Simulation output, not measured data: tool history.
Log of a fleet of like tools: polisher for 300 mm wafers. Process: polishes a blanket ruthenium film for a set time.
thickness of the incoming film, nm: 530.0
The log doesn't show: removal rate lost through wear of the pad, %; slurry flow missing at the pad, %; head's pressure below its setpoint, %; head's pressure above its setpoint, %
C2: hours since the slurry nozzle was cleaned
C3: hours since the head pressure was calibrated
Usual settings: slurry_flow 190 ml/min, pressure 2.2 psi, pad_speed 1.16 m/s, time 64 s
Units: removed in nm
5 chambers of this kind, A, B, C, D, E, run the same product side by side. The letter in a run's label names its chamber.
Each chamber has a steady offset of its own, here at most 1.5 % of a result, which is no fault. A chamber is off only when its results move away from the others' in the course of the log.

{"run": "1C", "hour": 5.3, "slurry_flow": 190, "pressure": 2.2, "pad_speed": 1.16, "time": 64, "wafers polished on this pad": 333, "C2": 431, "C3": 493.5, "removed": 86.238}
{"run": "2B", "hour": 15.6, "slurry_flow": 190, "pressure": 2.2, "pad_speed": 1.16, "time": 64, "wafers polished on this pad": 941, "C2": 149.3, "C3": 417.5, "removed": 86.044}
{"hour": 21.9, "done": "chamber D: worn pad replaced by a new one"}
{"run": "3E", "hour": 22.3, "slurry_flow": 190, "pressure": 2.2, "pad_speed": 1.16, "time": 64, "wafers polished on this pad": 871, "C2": 389.9, "C3": 342.8, "removed": 86.006}
{"run": "4D", "hour": 30.4, "slurry_flow": 190, "pressure": 2.2, "pad_speed": 1.16, "time": 64, "wafers polished on this pad": 71, "C2": 159.3, "C3": 650.7, "removed": 86.267}
{"run": "5A", "hour": 38.5, "slurry_flow": 190, "pressure": 2.2, "pad_speed": 1.16, "time": 64, "wafers polished on this pad": 556, "C2": 285.4, "C3": 719.9, "removed": 84.978}
{"hour": 41.9, "done": "chamber B: worn pad replaced by a new one"}
{"run": "6C", "hour": 43.6, "slurry_flow": 190, "pressure": 2.2, "pad_speed": 1.16, "time": 64, "wafers polished on this pad": 650, "C2": 469.3, "C3": 531.8, "removed": 85.131}
{"hour": 47.6, "done": "chamber E: worn pad replaced by a new one"}
{"run": "7D", "hour": 48.9, "slurry_flow": 190, "pressure": 2.2, "pad_speed": 1.16, "time": 64, "wafers polished on this pad": 223, "C2": 177.8, "C3": 669.2, "removed": 87.31}
{"run": "8E", "hour": 57.8, "slurry_flow": 190, "pressure": 2.2, "pad_speed": 1.16, "time": 64, "wafers polished on this pad": 84, "C2": 425.4, "C3": 378.3, "removed": 85.091}
{"hour": 58.7, "done": "chamber A: worn pad replaced by a new one"}
{"run": "9A", "hour": 68.8, "slurry_flow": 190, "pressure": 2.2, "pad_speed": 1.16, "time": 64, "wafers polished on this pad": 83, "C2": 315.7, "C3": 750.2, "removed": 85.687}
{"run": "10B", "hour": 76.0, "slurry_flow": 190, "pressure": 2.2, "pad_speed": 1.16, "time": 64, "wafers polished on this pad": 282, "C2": 209.7, "C3": 477.9, "removed": 85.844}
{"run": "11C", "hour": 80.9, "slurry_flow": 190, "pressure": 2.2, "pad_speed": 1.16, "time": 43, "wafers polished on this pad": 958, "C2": 506.6, "C3": 569.1, "removed": 57.062}
{"hour": 85.2, "done": "chamber E: head pressure recalibrated"}
{"run": "12A", "hour": 90.3, "slurry_flow": 190, "pressure": 2.2, "pad_speed": 1.16, "time": 43, "wafers polished on this pad": 261, "C2": 337.2, "C3": 771.7, "removed": 57.886}
{"hour": 92.3, "done": "chamber C: worn pad replaced by a new one"}
{"run": "13D", "hour": 99.7, "slurry_flow": 190, "pressure": 2.2, "pad_speed": 1.16, "time": 43, "wafers polished on this pad": 643, "C2": 228.6, "C3": 720, "removed": 58.887}
{"run": "14E", "hour": 106.8, "slurry_flow": 190, "pressure": 2.2, "pad_speed": 1.16, "time": 43, "wafers polished on this pad": 489, "C2": 474.4, "C3": 21.7, "removed": 56.496}
{"run": "15B", "hour": 112.8, "slurry_flow": 190, "pressure": 2.2, "pad_speed": 1.16, "time": 43, "wafers polished on this pad": 586, "C2": 246.5, "C3": 514.7, "removed": 57.334}
{"hour": 117.0, "done": "chamber D: worn pad replaced by a new one"}
{"run": "16A", "hour": 120.8, "slurry_flow": 155, "pressure": 2.2, "pad_speed": 1.38, "time": 64, "wafers polished on this pad": 513, "C2": 367.7, "C3": 802.2, "removed": 97.44}
{"run": "17C", "hour": 126.7, "slurry_flow": 155, "pressure": 2.2, "pad_speed": 1.38, "time": 64, "wafers polished on this pad": 284, "C2": 552.4, "C3": 614.9, "removed": 97.736}
{"run": "18E", "hour": 135.5, "slurry_flow": 155, "pressure": 2.2, "pad_speed": 1.38, "time": 64, "wafers polished on this pad": 726, "C2": 503.1, "C3": 50.4, "removed": 97.889}
{"run": "19D", "hour": 140.9, "slurry_flow": 155, "pressure": 2.2, "pad_speed": 1.38, "time": 64, "wafers polished on this pad": 198, "C2": 269.8, "C3": 761.2, "removed": 99.654}
{"hour": 145.5, "done": "chamber A: worn pad replaced by a new one"}
{"run": "20B", "hour": 146.9, "slurry_flow": 155, "pressure": 2.2, "pad_speed": 1.38, "time": 64, "wafers polished on this pad": 867, "C2": 280.6, "C3": 548.8, "removed": 99.596}
{"run": "21D", "hour": 157.9, "slurry_flow": 190, "pressure": 2.2, "pad_speed": 1.16, "time": 64, "wafers polished on this pad": 338, "C2": 286.8, "C3": 778.2, "removed": 87.556}
{"run": "22C", "hour": 165.0, "slurry_flow": 190, "pressure": 2.2, "pad_speed": 1.16, "time": 64, "wafers polished on this pad": 600, "C2": 590.7, "C3": 653.2, "removed": 86.897}
{"run": "23E", "hour": 172.3, "slurry_flow": 190, "pressure": 2.2, "pad_speed": 1.16, "time": 64, "wafers polished on this pad": 1030, "C2": 539.9, "C3": 87.2, "removed": 87.498}
{"run": "24A", "hour": 178.5, "slurry_flow": 190, "pressure": 2.2, "pad_speed": 1.16, "time": 64, "wafers polished on this pad": 273, "C2": 425.4, "C3": 859.9, "removed": 82.191}
{"hour": 181.1, "done": "chamber E: worn pad replaced by a new one"}
{"run": "25B", "hour": 187.7, "slurry_flow": 190, "pressure": 2.2, "pad_speed": 0.82, "time": 64, "wafers polished on this pad": 1205, "C2": 321.4, "C3": 589.6, "removed": 59.744}
{"hour": 192.9, "done": "chamber D: worn pad replaced by a new one"}
{"hour": 192.9, "done": "chamber D: slurry nozzle cleaned"}
{"run": "26A", "hour": 195.4, "slurry_flow": 190, "pressure": 2.2, "pad_speed": 0.82, "time": 64, "wafers polished on this pad": 413, "C2": 442.3, "C3": 876.8, "removed": 58.054}
{"hour": 198.7, "done": "chamber A: slurry nozzle cleaned"}
{"hour": 200.7, "done": "chamber B: worn pad replaced by a new one"}
{"run": "27E", "hour": 205.4, "slurry_flow": 190, "pressure": 2.2, "pad_speed": 0.82, "time": 64, "wafers polished on this pad": 200, "C2": 573, "C3": 120.3, "removed": 59.622}
{"run": "28D", "hour": 215.4, "slurry_flow": 190, "pressure": 2.2, "pad_speed": 0.82, "time": 64, "wafers polished on this pad": 185, "C2": 22.6, "C3": 835.7, "removed": 61.379}
{"run": "29C", "hour": 222.4, "slurry_flow": 190, "pressure": 2.2, "pad_speed": 0.82, "time": 64, "wafers polished on this pad": 1075, "C2": 648.1, "C3": 710.6, "removed": 61.68}
{"run": "30B", "hour": 233.3, "slurry_flow": 190, "pressure": 2.2, "pad_speed": 1.16, "time": 64, "wafers polished on this pad": 269, "C2": 367, "C3": 635.2, "removed": 85.863}
{"hour": 233.7, "done": "chamber A: worn pad replaced by a new one"}
{"run": "31A", "hour": 241.8, "slurry_flow": 190, "pressure": 2.2, "pad_speed": 1.16, "time": 64, "wafers polished on this pad": 67, "C2": 43.2, "C3": 923.2, "removed": 80.047}
{"run": "32D", "hour": 250.3, "slurry_flow": 250, "pressure": 2.2, "pad_speed": 1.16, "time": 64, "wafers polished on this pad": 474, "C2": 57.5, "C3": 870.6, "removed": 90.142}
{"hour": 250.8, "done": "chamber C: worn pad replaced by a new one"}
{"run": "33C", "hour": 256.0, "slurry_flow": 250, "pressure": 2.2, "pad_speed": 1.16, "time": 64, "wafers polished on this pad": 43, "C2": 681.7, "C3": 744.2, "removed": 88.741}
{"run": "34E", "hour": 260.9, "slurry_flow": 250, "pressure": 2.2, "pad_speed": 1.16, "time": 64, "wafers polished on this pad": 659, "C2": 628.5, "C3": 175.8, "removed": 88.567}

What goes on in this fleet: one chamber off, a drifting gauge, or nothing beyond the chambers' own small offsets? Name the chamber and the cause, if any.

Chamber A drifts away from the others.
Cause: head's pressure below its setpoint, % = 9.31.

Here are 4 candidates for chamber A's next run, each the usual settings with a change, their results left as question marks. Which one brings its results back in line with what the others give on the usual settings?
In line means no further than this from the other chambers' mean on the usual settings: removed 3.2 nm
{"run": "35A-1", "hour": 269.0, "slurry_flow": 190, "pressure": 2.2, "pad_speed": 1.18, "time": 65, "removed": "?"}
{"run": "35A-2", "hour": 269.0, "slurry_flow": 190, "pressure": 2.2, "pad_speed": 1.14, "time": 63, "removed": "?"}
{"run": "35A-3", "hour": 269.0, "slurry_flow": 190, "pressure": 2.2, "pad_speed": 1.16, "time": 58, "removed": "?"}
{"run": "35A-4", "hour": 269.0, "slurry_flow": 190, "pressure": 2.3, "pad_speed": 1.18, "time": 66, "removed": "?"}

The other chambers' mean on the usual settings: removed 85.993 nm
run=35A-1 removed=81.604
run=35A-2 removed=76.452
run=35A-3 removed=71.6
run=35A-4 removed=86.57
35A-4 brings the chamber back in line.
